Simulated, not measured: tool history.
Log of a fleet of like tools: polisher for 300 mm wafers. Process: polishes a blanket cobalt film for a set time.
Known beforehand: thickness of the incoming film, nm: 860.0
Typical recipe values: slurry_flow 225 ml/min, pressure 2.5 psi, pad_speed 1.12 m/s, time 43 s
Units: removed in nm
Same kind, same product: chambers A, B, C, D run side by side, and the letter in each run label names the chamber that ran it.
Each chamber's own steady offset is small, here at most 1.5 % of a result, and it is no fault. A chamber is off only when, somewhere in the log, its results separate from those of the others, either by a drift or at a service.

run,day,slurry_flow,pressure,pad_speed,time,removed
1A,0.375,225,2.5,1.12,43,270.00
# day 0.817: chamber D: worn pad replaced by a new one
2C,0.942,225,2.5,1.12,43,260.93
3D,1.492,225,2.5,1.12,43,264.13
4B,2.092,225,2.5,1.12,43,265.12
# day 2.233: chamber A: slurry nozzle cleaned
# day 2.296: chamber C: worn pad replaced by a new one
# day 2.562: chamber B: worn pad replaced by a new one
# day 2.604: chamber A: worn pad replaced by a new one
# day 2.625: chamber D: head pressure recalibrated
5B,2.662,225,2.5,1.12,43,265.16
6A,3.129,225,2.5,1.12,43,265.02
# day 3.275: chamber D: worn pad replaced by a new one
7D,3.425,225,2.5,1.12,43,261.81
8C,4.033,225,2.5,1.12,43,266.74
9D,4.396,225,2.5,1.12,43,263.82
# day 4.896: chamber A: head pressure recalibrated
10B,4.979,225,2.5,1.12,43,260.26
11C,5.579,225,2.5,1.12,43,263.17
# day 5.583: chamber D: worn pad replaced by a new one
# day 6.017: chamber B: worn pad replaced by a new one
12A,6.092,225,2.5,1.12,43,241.62
# day 6.217: chamber A: worn pad replaced by a new one
13B,6.508,225,2.5,1.12,43,262.61
# day 6.729: chamber C: worn pad replaced by a new one
14A,6.983,225,2.5,1.12,43,239.62
15C,7.300,225,2.5,1.12,43,265.48
16D,7.921,170,2.5,1.12,43,253.98
# day 7.954: chamber D: worn pad replaced by a new one
17D,8.362,170,2.5,1.12,43,253.94
# day 8.704: chamber D: slurry nozzle cleaned
# day 8.738: chamber C: slurry nozzle cleaned
18B,8.958,170,2.5,1.12,43,255.88
# day 9.246: chamber B: worn pad replaced by a new one
19A,9.358,170,2.5,1.12,43,232.37
# day 9.679: chamber A: worn pad replaced by a new one
20C,9.950,225,2.5,1.12,43,265.87
21C,10.496,225,2.5,1.12,43,266.16
22B,10.788,275,2.5,1.12,50,311.30
# day 10.804: chamber D: worn pad replaced by a new one
23D,11.146,275,2.5,1.12,50,310.03
24A,11.717,275,2.5,1.12,50,287.60
# day 11.812: chamber C: worn pad replaced by a new one
25C,12.067,275,2.5,1.12,50,314.75
26D,12.421,225,2.5,1.12,43,267.78
# day 12.775: chamber A: worn pad replaced by a new one
27A,12.858,225,2.5,1.12,43,240.09

Has any chamber moved away from the others, gradually or after a service, or does the common gauge drift, or do the chambers differ only by their own small steady offsets? State the chamber and the most likely cause if one applies.

Chamber A has stood off from the others ever since a service on it.
Cause: head's pressure below its setpoint, % = 10.4.

Here are 4 candidates for chamber A's next run, each the usual settings with a change, their results left as question marks. Which one brings its results back in line with what the others give on the usual settings?
To be in line, a result may differ from the other chambers' mean on the usual settings by at most: removed 7.80 nm
28A-1,13.304,225,2.6,1.16,44,?
28A-2,13.304,225,2.5,1.10,42,?
28A-3,13.304,225,2.5,1.14,44,?
28A-4,13.304,225,2.4,1.08,42,?

Other chambers, usual settings, mean: removed 264.64 nm
run,removed
28A-1,265.23
28A-2,231.02
28A-3,250.79
28A-4,217.89
Change 28A-1 lands the chamber within the allowed miss of the other chambers.

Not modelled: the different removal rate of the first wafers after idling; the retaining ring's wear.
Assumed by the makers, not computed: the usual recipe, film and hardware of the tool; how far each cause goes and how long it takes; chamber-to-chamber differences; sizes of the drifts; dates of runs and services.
